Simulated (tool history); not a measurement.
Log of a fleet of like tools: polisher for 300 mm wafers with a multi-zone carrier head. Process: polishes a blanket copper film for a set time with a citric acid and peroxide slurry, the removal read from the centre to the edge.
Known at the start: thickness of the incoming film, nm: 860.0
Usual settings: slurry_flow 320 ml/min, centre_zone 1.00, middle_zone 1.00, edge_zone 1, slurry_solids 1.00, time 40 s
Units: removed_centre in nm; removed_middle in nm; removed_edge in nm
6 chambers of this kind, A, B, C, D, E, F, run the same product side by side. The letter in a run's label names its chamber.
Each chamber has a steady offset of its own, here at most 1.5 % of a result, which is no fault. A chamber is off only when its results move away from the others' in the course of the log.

run,hour,slurry_flow,centre_zone,middle_zone,edge_zone,slurry_solids,time,wafers polished on this pad,hours since the slurry nozzle was cleaned,hours since the centre zone pressure was calibrated,hours since the edge zone pressure was calibrated,removed_centre,removed_middle,removed_edge
1B,5.3,320,1.00,1.00,1,1.00,40,334,288.6,638.9,60.2,77.552,79.028,75.544
2E,10.2,320,1.00,1.00,1,1.00,40,1017,471.4,608.5,152.0,78.284,77.887,77.099
3F,15.4,320,1.00,1.00,1,1.00,40,533,572.1,723.0,600.7,80.266,78.498,78.904
4C,20.0,320,1.00,1.00,1,1.00,40,379,296.0,282.5,247.3,78.338,77.153,77.665
5A,23.8,320,1.00,1.00,1,1.00,40,1074,352.6,365.5,1403.0,78.119,76.761,77.248
# hour 25.3: chamber A: worn pad replaced by a new one
# hour 26.5: chamber E: worn pad replaced by a new one
6D,27.2,320,1.00,1.00,1,1.00,40,1254,381.2,196.4,404.7,78.028,76.666,77.892
7E,31.6,320,1.00,1.00,1,1.00,40,69,492.8,629.9,173.4,79.402,77.550,77.106
8C,34.4,320,1.00,1.00,1,1.00,40,573,310.4,296.9,261.7,77.586,79.373,78.334
# hour 35.3: chamber D: worn pad replaced by a new one
9A,39.7,320,1.00,1.00,1,1.00,40,193,368.5,381.4,1418.9,79.831,77.482,77.643
# hour 39.8: chamber B: worn pad replaced by a new one
10D,43.9,320,1.00,1.00,1,1.00,40,116,397.9,213.1,421.4,79.687,76.883,79.255
11B,48.1,320,1.00,1.00,1,1.00,40,112,331.4,681.7,103.0,80.130,77.677,77.166
# hour 50.4: chamber F: worn pad replaced by a new one
# hour 51.6: chamber C: worn pad replaced by a new one
12F,53.0,320,1.00,1.00,1,1.00,40,35,609.7,760.6,638.3,79.897,78.110,78.473
# hour 57.5: chamber E: slurry nozzle cleaned
13A,57.8,320,1.00,1.00,1,1.00,40,437,386.6,399.5,1437.0,77.840,77.210,78.264
14D,60.9,320,0.92,1.00,1,1.00,40,344,414.9,230.1,438.4,75.399,78.964,79.054
15F,64.0,320,0.92,1.00,1,1.00,40,183,620.7,771.6,649.3,72.468,78.671,78.565
16B,68.2,320,0.92,1.00,1,1.00,40,383,351.5,701.8,123.1,72.853,79.784,78.396
17C,70.9,320,0.92,1.00,1,1.00,40,259,346.9,333.4,298.2,70.152,78.345,79.575
18E,75.2,320,0.92,1.00,1,1.00,40,655,17.8,673.5,217.0,72.012,78.130,78.553
19A,79.5,320,0.92,1.00,1,1.00,40,729,408.3,421.2,1458.7,72.930,78.264,77.110
# hour 82.6: chamber B: slurry nozzle cleaned
20B,84.9,320,1.00,1.00,1,1.15,40,608,2.3,718.5,139.8,80.035,79.880,78.839
21D,88.3,320,1.00,1.00,1,1.15,40,713,442.3,257.5,465.8,84.809,79.699,80.956
# hour 91.2: chamber F: edge zone pressure recalibrated
22C,93.7,320,1.00,1.00,1,1.15,40,566,369.7,356.2,321.0,80.247,81.735,82.392
# hour 95.9: chamber B: worn pad replaced by a new one
23F,97.8,320,1.00,1.00,1,1.15,40,638,654.5,805.4,6.7,80.397,79.698,81.015
24E,100.9,320,1.00,1.00,1,1.15,40,1001,43.5,699.2,242.7,79.611,81.173,80.646
# hour 104.6: chamber C: worn pad replaced by a new one
25F,105.4,320,1.00,1.00,1,1.15,40,740,662.1,813.0,14.3,81.037,81.330,80.421
# hour 105.9: chamber E: worn pad replaced by a new one
26D,109.6,320,1.00,1.00,1,1.00,40,999,463.6,278.8,487.1,83.166,78.718,79.688
# hour 111.1: chamber A: edge zone pressure recalibrated
27C,112.3,320,1.00,1.00,1,1.00,40,104,388.3,374.8,339.6,76.866,78.156,77.461
28E,115.4,320,1.00,1.00,1,1.10,40,128,58.0,713.7,257.2,79.921,79.261,80.019
# hour 119.1: chamber A: worn pad replaced by a new one
# hour 120.4: chamber D: slurry nozzle cleaned
29A,120.4,320,1.00,1.00,1,1.10,40,17,449.2,462.1,9.3,80.801,79.852,79.560
30B,125.5,320,1.00,1.00,1,1.10,40,398,42.9,759.1,180.4,81.718,80.324,79.533
31C,129.3,320,1.00,1.00,1,1.10,40,332,405.3,391.8,356.6,79.692,79.328,79.848
# hour 129.5: chamber F: worn pad replaced by a new one
32A,134.9,320,1.00,1.00,1,1.10,40,212,463.7,476.6,23.8,81.920,79.266,80.671
33D,139.6,320,1.00,1.00,1,1.10,40,1403,19.3,308.8,517.1,86.391,80.675,81.708
34F,145.3,320,1.00,1.00,1,1.00,40,212,702.0,852.9,54.2,76.842,78.448,79.275
# hour 149.1: chamber D: worn pad replaced by a new one
35E,150.4,320,1.00,0.96,1,1.00,40,599,93.0,748.7,292.2,76.660,74.604,77.972
36B,155.9,320,1.00,0.96,1,1.00,40,807,73.3,789.5,210.8,78.269,74.400,78.080
37D,159.3,320,1.00,0.96,1,1.00,40,138,39.0,328.5,536.8,86.656,74.627,79.869
38F,163.8,320,1.00,0.96,1,1.00,40,461,720.5,871.4,72.7,78.071,75.337,78.226

Next, every chamber runs the same settings. What will each give?
39A,167.9,320,1.00,1.00,1,1.00,40,,,,,?,?,?
39B,167.9,320,1.00,1.00,1,1.00,40,,,,,?,?,?
39C,167.9,320,1.00,1.00,1,1.00,40,,,,,?,?,?
39D,167.9,320,1.00,1.00,1,1.00,40,,,,,?,?,?
39E,167.9,320,1.00,1.00,1,1.00,40,,,,,?,?,?
39F,167.9,320,1.00,1.00,1,1.00,40,,,,,?,?,?

run,removed_centre,removed_middle,removed_edge
39A,78.575,77.746,77.073
39B,79.157,78.396,76.451
39C,76.445,77.290,77.874
39D,88.007,77.326,78.627
39E,77.985,79.042,78.195
39F,78.945,77.942,79.010
